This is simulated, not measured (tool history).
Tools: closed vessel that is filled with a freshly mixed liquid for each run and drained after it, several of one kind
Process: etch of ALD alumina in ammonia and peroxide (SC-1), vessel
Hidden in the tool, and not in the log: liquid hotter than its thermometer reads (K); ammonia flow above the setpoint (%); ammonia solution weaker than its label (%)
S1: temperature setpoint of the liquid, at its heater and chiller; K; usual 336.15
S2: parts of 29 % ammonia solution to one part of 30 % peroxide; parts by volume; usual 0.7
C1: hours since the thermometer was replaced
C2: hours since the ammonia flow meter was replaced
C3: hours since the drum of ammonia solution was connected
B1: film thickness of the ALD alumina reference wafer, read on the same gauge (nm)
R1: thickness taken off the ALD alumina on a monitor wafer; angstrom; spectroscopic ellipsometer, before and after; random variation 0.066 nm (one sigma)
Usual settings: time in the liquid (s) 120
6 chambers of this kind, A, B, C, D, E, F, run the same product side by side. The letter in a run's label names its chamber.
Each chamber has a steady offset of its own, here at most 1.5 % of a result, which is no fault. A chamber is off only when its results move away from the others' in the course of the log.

Run 1A, hour 5.2: usual settings; C1 914.1; C2 1467.8; C3 654.3; B1 69.993. Result: R1 148.34 angstrom.
Run 2F, hour 11.2: usual settings; C1 1040.4; C2 1353.5; C3 332.3; B1 69.996. Result: R1 144.53 angstrom.
Run 3C, hour 14.3: usual settings; C1 771.6; C2 483.1; C3 1036.4; B1 69.999. Result: R1 147.82 angstrom.
At hour 17.1: chamber C: new drum of ammonia solution connected.
Run 4D, hour 17.4: usual settings; C1 469.6; C2 275.6; C3 152.8; B1 69.995. Result: R1 145.99 angstrom.
Run 5E, hour 21.5: usual settings; C1 35.2; C2 901.7; C3 538.7; B1 70.003. Result: R1 146.43 angstrom.
Run 6B, hour 27.4: usual settings; C1 740.3; C2 896.3; C3 597.5; B1 70.023. Result: R1 145.99 angstrom.
At hour 31.3: chamber A: new drum of ammonia solution connected.
Run 7F, hour 33.2: usual settings; C1 1062.4; C2 1375.5; C3 354.3; B1 70.004. Result: R1 145.33 angstrom.
Run 8B, hour 39.1: usual settings; C1 752; C2 908; C3 609.2; B1 70.011. Result: R1 146.75 angstrom.
Run 9A, hour 42.6: usual settings; C1 951.5; C2 1505.2; C3 11.4; B1 70.008. Result: R1 148.92 angstrom.
Run 10C, hour 45.9: usual settings; C1 803.2; C2 514.7; C3 28.9; B1 70.003. Result: R1 147.82 angstrom.
Run 11E, hour 48.8: usual settings; C1 62.5; C2 929; C3 566; B1 70.006. Result: R1 147.46 angstrom.
Run 12D, hour 52.7: usual settings; C1 504.9; C2 310.9; C3 188.1; B1 70.007. Result: R1 145.87 angstrom.
Run 13A, hour 57.3: usual settings but time in the liquid (s) 185; C1 966.2; C2 1519.9; C3 26.1; B1 69.985. Result: R1 230.02 angstrom.
Run 14B, hour 61: usual settings but time in the liquid (s) 185; C1 773.9; C2 929.9; C3 631.1; B1 70.023. Result: R1 228.7 angstrom.
Run 15C, hour 65.4: usual settings but time in the liquid (s) 185; C1 822.7; C2 534.2; C3 48.4; B1 70.008. Result: R1 227.25 angstrom.
Run 16E, hour 69.6: usual settings but time in the liquid (s) 185; C1 83.3; C2 949.8; C3 586.8; B1 70.022. Result: R1 224.57 angstrom.
Run 17D, hour 72.5: usual settings but time in the liquid (s) 185; C1 524.7; C2 330.7; C3 207.9; B1 70.015. Result: R1 225.78 angstrom.
Run 18F, hour 78.3: usual settings but time in the liquid (s) 185; C1 1107.5; C2 1420.6; C3 399.4; B1 69.991. Result: R1 225.12 angstrom.
Run 19B, hour 81.9: usual settings; C1 794.8; C2 950.8; C3 652; B1 69.985. Result: R1 148.8 angstrom.
Run 20F, hour 85: usual settings; C1 1114.2; C2 1427.3; C3 406.1; B1 70. Result: R1 145.39 angstrom.
Run 21A, hour 89.4: usual settings; C1 998.3; C2 1552; C3 58.2; B1 69.997. Result: R1 148.78 angstrom.
Run 22E, hour 92.6: usual settings; C1 106.3; C2 972.8; C3 609.8; B1 70.004. Result: R1 146.22 angstrom.
Run 23C, hour 97.3: usual settings; C1 854.6; C2 566.1; C3 80.3; B1 69.987. Result: R1 148 angstrom.
Run 24D, hour 100.6: usual settings; C1 552.8; C2 358.8; C3 236; B1 70.002. Result: R1 145.99 angstrom.
Run 25F, hour 104: usual settings; C1 1133.2; C2 1446.3; C3 425.1; B1 69.999. Result: R1 145.15 angstrom.
Run 26B, hour 110: usual settings; C1 822.9; C2 978.9; C3 680.1; B1 69.99. Result: R1 148.91 angstrom.
Run 27E, hour 114.1: usual settings; C1 127.8; C2 994.3; C3 631.3; B1 70.035. Result: R1 146.94 angstrom.
Run 28C, hour 119.4: usual settings; C1 876.7; C2 588.2; C3 102.4; B1 70.018. Result: R1 147.99 angstrom.
Run 29D, hour 122.3: usual settings; C1 574.5; C2 380.5; C3 257.7; B1 69.996. Result: R1 146.79 angstrom.
Run 30A, hour 126.4: usual settings; C1 1035.3; C2 1589; C3 95.2; B1 69.988. Result: R1 150.47 angstrom.
Run 31E, hour 131: usual settings; C1 144.7; C2 1011.2; C3 648.2; B1 69.996. Result: R1 146.62 angstrom.
Run 32F, hour 136.7: usual settings; C1 1165.9; C2 1479; C3 457.8; B1 69.962. Result: R1 145.08 angstrom.
Run 33D, hour 139.8: usual settings; C1 592; C2 398; C3 275.2; B1 70.007. Result: R1 147.7 angstrom.
Run 34C, hour 143.9: usual settings; C1 901.2; C2 612.7; C3 126.9; B1 70.031. Result: R1 148.2 angstrom.
Run 35B, hour 147: usual settings; C1 859.9; C2 1015.9; C3 717.1; B1 69.998. Result: R1 153.47 angstrom.
Run 36A, hour 152.8: usual settings; C1 1061.7; C2 1615.4; C3 121.6; B1 69.994. Result: R1 148.81 angstrom.

All 6 chambers run these settings next. Forecast each chamber's results:
Run 37A, hour 157.3: usual settings but time in the liquid (s) 165. Result: R1 ?.
Run 37B, hour 157.3: usual settings but time in the liquid (s) 165. Result: R1 ?.
Run 37C, hour 157.3: usual settings but time in the liquid (s) 165. Result: R1 ?.
Run 37D, hour 157.3: usual settings but time in the liquid (s) 165. Result: R1 ?.
Run 37E, hour 157.3: usual settings but time in the liquid (s) 165. Result: R1 ?.
Run 37F, hour 157.3: usual settings but time in the liquid (s) 165. Result: R1 ?.

run      R1
37A  203.83
37B  208.86
37C  201.46
37D  201.41
37E  202.29
37F   200.5
